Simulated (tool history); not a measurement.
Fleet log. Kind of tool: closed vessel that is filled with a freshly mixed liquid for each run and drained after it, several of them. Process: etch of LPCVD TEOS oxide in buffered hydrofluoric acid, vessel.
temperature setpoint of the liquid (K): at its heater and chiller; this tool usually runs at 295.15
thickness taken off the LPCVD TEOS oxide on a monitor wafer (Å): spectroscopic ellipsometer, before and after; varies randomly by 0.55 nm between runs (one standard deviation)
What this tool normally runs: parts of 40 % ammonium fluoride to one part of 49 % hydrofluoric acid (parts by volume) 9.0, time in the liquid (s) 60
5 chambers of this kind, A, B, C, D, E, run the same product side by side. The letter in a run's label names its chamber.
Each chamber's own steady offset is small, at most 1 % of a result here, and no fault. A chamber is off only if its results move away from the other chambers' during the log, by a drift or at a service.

run,hour,temperature setpoint of the liquid (K),parts of 40 % ammonium fluoride to one part of 49 % hydrofluoric acid (parts by volume),time in the liquid (s),hours since the thermometer was replaced,hours since the hydrofluoric acid flow meter was replaced,"read-back film thickness of the LPCVD TEOS oxide reference wafer, read on the same gauge (nm)",thickness taken off the LPCVD TEOS oxide on a monitor wafer (Å)
1C,7.3,295.15,9.0,60,1480.5,1216.1,100.000,917.43
2D,13.4,295.15,9.0,60,1901.0,38.0,99.990,914.92
3E,23.4,295.15,9.0,60,290.8,193.6,99.994,924.41
4B,33.4,295.15,9.0,60,1916.2,1859.8,99.980,938.54
5A,40.1,295.15,9.0,60,837.1,535.9,100.010,927.62
6B,48.3,295.15,9.0,60,1931.1,1874.7,100.020,933.72
7A,55.4,295.15,9.0,60,852.4,551.2,100.040,912.42
8C,62.6,293.15,7.5,60,1535.8,1271.4,100.020,1003.90
9E,75.4,293.15,7.5,60,342.8,245.6,100.020,1007.60
10D,86.1,293.15,7.5,60,1973.7,110.7,100.000,1008.40
11E,99.3,293.15,7.5,60,366.7,269.5,100.000,1004.50
12D,107.7,293.15,7.5,60,1995.3,132.3,100.010,990.39
13A,120.9,295.15,9.0,60,917.9,616.7,100.000,916.69
14B,128.3,295.15,9.0,60,2011.1,1954.7,99.997,925.09
15C,137.8,295.15,9.0,60,1611.0,1346.6,99.993,925.29
16D,145.7,295.15,9.0,60,2033.3,170.3,100.010,919.83
17A,152.2,295.15,9.0,60,949.2,648.0,99.969,922.83
18B,162.7,295.15,9.0,60,2045.5,1989.1,99.987,927.09
19E,169.5,295.15,9.0,60,436.9,339.7,100.010,916.84
# hour 176.8: chamber D: thermometer replaced
20C,181.0,295.15,9.0,60,1654.2,1389.8,100.000,934.79
21B,189.8,295.15,9.0,60,2072.6,2016.2,99.997,923.85
22D,197.5,295.15,9.0,60,20.7,222.1,100.000,924.23
23A,210.7,295.15,9.0,60,1007.7,706.5,99.991,907.28
24C,222.6,295.15,9.0,60,1695.8,1431.4,100.010,923.58
25E,234.6,295.15,9.0,60,502.0,404.8,100.010,935.86
26B,246.9,295.15,9.0,75,2129.7,2073.3,100.000,1171.90
27A,253.0,295.15,9.0,75,1050.0,748.8,100.000,1124.90
28C,258.9,295.15,9.0,75,1732.1,1467.7,99.998,1157.30
29D,272.5,295.15,9.0,75,95.7,297.1,99.983,1148.50
30E,280.9,295.15,9.0,75,548.3,451.1,99.978,1164.90
31B,290.2,295.15,9.0,60,2173.0,2116.6,100.030,925.25
32A,296.6,295.15,9.0,60,1093.6,792.4,99.999,894.56
33C,304.3,295.15,9.0,60,1777.5,1513.1,99.992,929.06
# hour 308.2: chamber E: thermometer replaced
34E,313.1,295.15,9.0,60,5.0,483.3,99.976,922.28
35D,321.4,295.15,9.0,60,144.6,346.0,100.020,932.11
36E,328.6,295.15,9.0,60,20.5,498.8,100.010,922.64
37C,335.7,295.15,9.0,60,1808.9,1544.5,100.020,922.96
38D,347.5,295.15,9.0,60,170.7,372.1,99.985,927.50
39B,357.1,295.15,9.0,60,2239.9,2183.5,99.982,933.25

Which is it: a chamber that has drifted or been left off by a service, a gauge drift common to all chambers, or only each chamber's usual small offset? If a chamber is off, name it and its likeliest cause.

One chamber, A, drifts off from the rest bit by bit.
Cause: liquid colder than its thermometer reads (K) = 0.836.
The log may not tell that from: hydrofluoric acid flow below the setpoint (%).

Chamber A could run next with any of the 4 candidate recipes listed below; each alters the usual settings, and their results appear as question marks. Which one brings its results back in line with what the other chambers deliver on the usual settings?
In line here means within this much of the mean the other chambers give on the usual settings: thickness taken off the LPCVD TEOS oxide on a monitor wafer (Å) 19.00
40A-1,366.9,295.15,8.5,60,,,,?
40A-2,366.9,293.15,9.0,60,,,,?
40A-3,366.9,294.15,9.0,60,,,,?
40A-4,366.9,296.15,8.5,60,,,,?

Other chambers, usual settings, mean: thickness taken off the LPCVD TEOS oxide on a monitor wafer (Å) 926.05
run,thickness taken off the LPCVD TEOS oxide on a monitor wafer (Å)
40A-1,929.38
40A-2,784.67
40A-3,829.48
40A-4,982.26
With 40A-1, the chamber falls back in line with the rest.

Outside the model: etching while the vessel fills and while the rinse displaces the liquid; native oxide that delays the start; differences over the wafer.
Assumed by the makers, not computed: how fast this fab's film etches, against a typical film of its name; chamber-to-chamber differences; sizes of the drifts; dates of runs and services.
